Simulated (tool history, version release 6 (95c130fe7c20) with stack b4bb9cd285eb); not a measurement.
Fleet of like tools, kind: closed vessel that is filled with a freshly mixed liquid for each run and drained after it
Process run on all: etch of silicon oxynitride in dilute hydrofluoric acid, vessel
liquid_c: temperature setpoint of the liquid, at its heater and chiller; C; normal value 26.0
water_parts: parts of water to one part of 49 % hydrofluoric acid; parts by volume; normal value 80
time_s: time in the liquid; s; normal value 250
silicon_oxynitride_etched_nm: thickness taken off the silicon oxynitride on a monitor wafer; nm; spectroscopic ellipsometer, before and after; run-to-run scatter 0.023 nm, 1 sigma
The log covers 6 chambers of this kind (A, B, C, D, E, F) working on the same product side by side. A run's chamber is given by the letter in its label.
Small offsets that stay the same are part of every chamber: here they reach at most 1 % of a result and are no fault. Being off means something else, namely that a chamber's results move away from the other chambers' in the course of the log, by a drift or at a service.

run   hour  liquid_c  water_parts  time_s  hours since the thermometer was replaced  hours since the hydrofluoric acid flow meter was replaced  read-back film thickness of the silicon oxynitride reference wafer, read on the same gauge (nm)  silicon_oxynitride_etched_nm
 1E    7.1      26.0           80     250                                     931.2                                                      922.0                                                                                           150.00                        5.7873
 2D   14.5      26.0           80     250                                     617.6                                                      807.2                                                                                           150.03                        5.7106
 3A   25.6      26.0           80     250                                     512.9                                                      256.9                                                                                           149.98                        5.7543
      32.7  -- chamber D: thermometer replaced
 4C   32.9      26.0           80     250                                     163.1                                                      756.1                                                                                           150.00                        5.7486
 5B   41.9      26.0           80     250                                     987.8                                                      599.7                                                                                           150.00                        5.7167
 6F   47.2      21.5           80     250                                     152.2                                                      847.1                                                                                           150.01                        4.6817
 7D   56.2      21.5           80     250                                      23.6                                                      848.9                                                                                           149.97                        4.6386
 8A   65.8      21.5           80     250                                     553.1                                                      297.1                                                                                           150.02                        4.6654
      70.4  -- chamber C: hydrofluoric acid flow meter replaced
 9F   74.1      21.5           80     250                                     179.1                                                      874.0                                                                                           150.01                        4.6759
10E   82.5      21.5           80     250                                    1006.6                                                      997.4                                                                                           150.02                        4.7250
11B   88.3      21.5           80     250                                    1034.2                                                      646.1                                                                                           149.98                        4.6225
12C   94.2      26.0           80     250                                     224.4                                                       23.9                                                                                           149.97                        5.7372
13E  100.4      26.0           80     250                                    1024.5                                                     1015.3                                                                                           149.99                        5.8278
14C  108.6      26.0           80     250                                     238.8                                                       38.3                                                                                           150.00                        5.6839
15D  114.7      26.0           80     250                                      82.1                                                      907.4                                                                                           150.01                        5.7746
16F  126.6      26.0           80     250                                     231.6                                                      926.5                                                                                           150.00                        5.7583
17A  138.0      26.0           80     250                                     625.3                                                      369.3                                                                                           149.99                        5.7813
18B  145.3      26.0           80     125                                    1091.2                                                      703.1                                                                                           149.98                        2.8603
19A  152.3      26.0           80     125                                     639.6                                                      383.6                                                                                           150.00                        2.8706
20E  162.1      26.0           80     125                                    1086.2                                                     1077.0                                                                                           149.99                        2.8954
21B  170.6      26.0           80     125                                    1116.5                                                      728.4                                                                                           150.02                        2.8526
22D  181.7      26.0           80     125                                     149.1                                                      974.4                                                                                           149.99                        2.8940
23C  189.1      26.0           80     125                                     319.3                                                      118.8                                                                                           149.99                        2.8743
24F  194.8      26.0           80     250                                     299.8                                                      994.7                                                                                           150.00                        5.8096
     203.5  -- chamber B: hydrofluoric acid flow meter replaced
25F  206.6      26.0           80     250                                     311.6                                                     1006.5                                                                                           149.99                        5.8381
26C  213.6      26.0           80     250                                     343.8                                                      143.3                                                                                           149.98                        5.6793
     220.5  -- chamber E: hydrofluoric acid flow meter replaced
     221.6  -- chamber D: hydrofluoric acid flow meter replaced
27D  224.9      26.0           80     250                                     192.3                                                        3.4                                                                                           150.03                        5.7189
     232.6  -- chamber B: thermometer replaced
28E  235.7      26.0           80     250                                    1159.8                                                       15.3                                                                                           150.01                        5.8208
29B  242.5      26.0           80     250                                       9.9                                                       39.0                                                                                           150.00                        5.7603
30A  253.4      21.5           80     250                                     740.7                                                      484.7                                                                                           150.00                        4.6506
31A  261.5      21.5           80     250                                     748.8                                                      492.8                                                                                           149.97                        4.6841
32B  271.8      21.5           80     250                                      39.2                                                       68.3                                                                                           150.01                        4.6495
33C  281.9      21.5           80     250                                     412.1                                                      211.6                                                                                           150.00                        4.5672
34F  289.6      21.5           80     250                                     394.6                                                     1089.5                                                                                           149.96                        4.6610
35E  299.4      21.5           80     250                                    1223.5                                                       79.0                                                                                           150.01                        4.6841
36D  306.0      26.0           80     250                                     273.4                                                       84.5                                                                                           150.00                        5.7028
37C  317.8      26.0           80     250                                     448.0                                                      247.5                                                                                           149.99                        5.7074
38D  328.7      26.0           80     250                                     296.1                                                      107.2                                                                                           149.99                        5.7810
39F  334.7      26.0           80     250                                     439.7                                                     1134.6                                                                                           150.00                        5.8563
40B  346.2      26.0           80     250                                     113.6                                                      142.7                                                                                           150.01                        5.7626
41E  351.9      26.0           80     250                                    1276.0                                                      131.5                                                                                           150.01                        5.8091
42A  359.0      26.0           80     250                                     846.3                                                      590.3                                                                                           150.00                        5.7439
43A  367.7      26.0           90     250                                     855.0                                                      599.0                                                                                           149.98                        5.0932

One chamber off, gauge drift, or nothing amiss beyond the chambers' own small offsets? If it is a chamber, which one, and what is the likeliest cause?

No chamber stands off beyond its own small offset, and the gauge holds steady.
